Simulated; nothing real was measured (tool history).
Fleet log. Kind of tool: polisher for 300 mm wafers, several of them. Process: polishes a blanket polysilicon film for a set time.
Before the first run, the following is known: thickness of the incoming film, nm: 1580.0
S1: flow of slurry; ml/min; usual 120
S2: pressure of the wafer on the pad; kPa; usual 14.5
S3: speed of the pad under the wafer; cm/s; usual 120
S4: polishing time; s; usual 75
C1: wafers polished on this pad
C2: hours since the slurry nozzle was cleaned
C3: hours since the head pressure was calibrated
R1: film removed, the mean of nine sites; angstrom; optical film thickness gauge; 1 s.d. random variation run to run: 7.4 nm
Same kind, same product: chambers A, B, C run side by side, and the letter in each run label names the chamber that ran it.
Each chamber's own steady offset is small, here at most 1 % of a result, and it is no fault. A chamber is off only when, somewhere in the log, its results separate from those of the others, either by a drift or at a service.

run   hour   S1    S2   S3  S4    C1     C2      C3      R1
       0.9  -- chamber B: worn pad replaced by a new one
 1B    9.8  120  14.5  120  75    98   93.6   496.4  6191.0
      16.5  -- chamber A: worn pad replaced by a new one
 2C   21.5  120  14.5  120  75   575  115.1   968.3  6420.5
 3A   27.0  120  14.5  120  75   117  265.2   258.3  6221.9
 4A   37.8  120  14.5  120  75   236  276.0   269.1  6321.0
 5B   48.2  150  14.5  144  75   524  132.0   534.8  7818.8
      52.9  -- chamber B: worn pad replaced by a new one
 6C   55.6  150  14.5  144  75   953  149.2  1002.4  8169.5
 7C   62.1  150  14.5  144  75  1025  155.7  1008.9  7861.8
 8A   67.9  120  14.5  120  75   570  306.1   299.2  6187.0
 9B   73.5  120  14.5  120  75   228  157.3   560.1  6042.6
      74.6  -- chamber B: head pressure recalibrated
      81.2  -- chamber C: worn pad replaced by a new one
10A   81.6  120  14.5  120  75   722  319.8   312.9  6233.3
      84.6  -- chamber A: worn pad replaced by a new one
11C   88.4  120  14.5  120  75    79  182.0  1035.2  6388.3
      92.2  -- chamber C: head pressure recalibrated
12B   93.8  120  14.5  120  75   453  177.6    19.2  6102.9
13A  104.0   85  14.5  120  75   215  342.2   335.3  5730.1
     105.4  -- chamber B: worn pad replaced by a new one
14C  109.4   85  14.5  120  75   312  203.0    17.3  5768.6
15B  118.9   85  14.5  120  75   149  202.7    44.3  5672.7
16A  128.2  120  14.5  120  75   483  366.4   359.5  6154.6
17C  135.8  120  14.5  120  75   604  229.4    43.7  6241.4
18B  147.2  120  14.5  120  75   463  231.0    72.6  6340.4
     151.3  -- chamber A: worn pad replaced by a new one
19A  156.3  120  14.5  120  75    56  394.5   387.6  6263.2
20C  165.2  120  14.5  120  75   930  258.8    73.1  6393.6
     166.5  -- chamber B: worn pad replaced by a new one
21B  171.0  120  14.5  120  75    50  254.8    96.4  6164.5
22A  180.8  120  14.5  120  75   327  419.0   412.1  6280.4
23C  189.6  120  14.5  120  75  1200  283.2    97.5  6365.6
     197.8  -- chamber C: worn pad replaced by a new one
24B  198.1  120  14.5  120  75   350  281.9   123.5  6208.6
25C  205.6  120  14.5  120  75    86  299.2   113.5  6380.1
26A  212.7  120  14.5  120  75   680  450.9   444.0  6084.7
     218.3  -- chamber A: worn pad replaced by a new one
27B  218.8   90  14.5  160  75   579  302.6   144.2  7602.6
     222.2  -- chamber B: worn pad replaced by a new one
28B  227.9   90  14.5  160  75    63  311.7   153.3  7639.6
29A  237.9   90  14.5  160  75   217  476.1   469.2  7780.5
30C  249.1  120  14.5  120  75   568  342.7   157.0  6211.6

Next, every chamber runs the same settings. What will each give?
31A  257.4  120  10.3  120  75               ?
31B  257.4  120  10.3  120  75               ?
31C  257.4  120  10.3  120  75               ?

run      R1
31A  4505.7
31B  4492.7
31C  4421.8

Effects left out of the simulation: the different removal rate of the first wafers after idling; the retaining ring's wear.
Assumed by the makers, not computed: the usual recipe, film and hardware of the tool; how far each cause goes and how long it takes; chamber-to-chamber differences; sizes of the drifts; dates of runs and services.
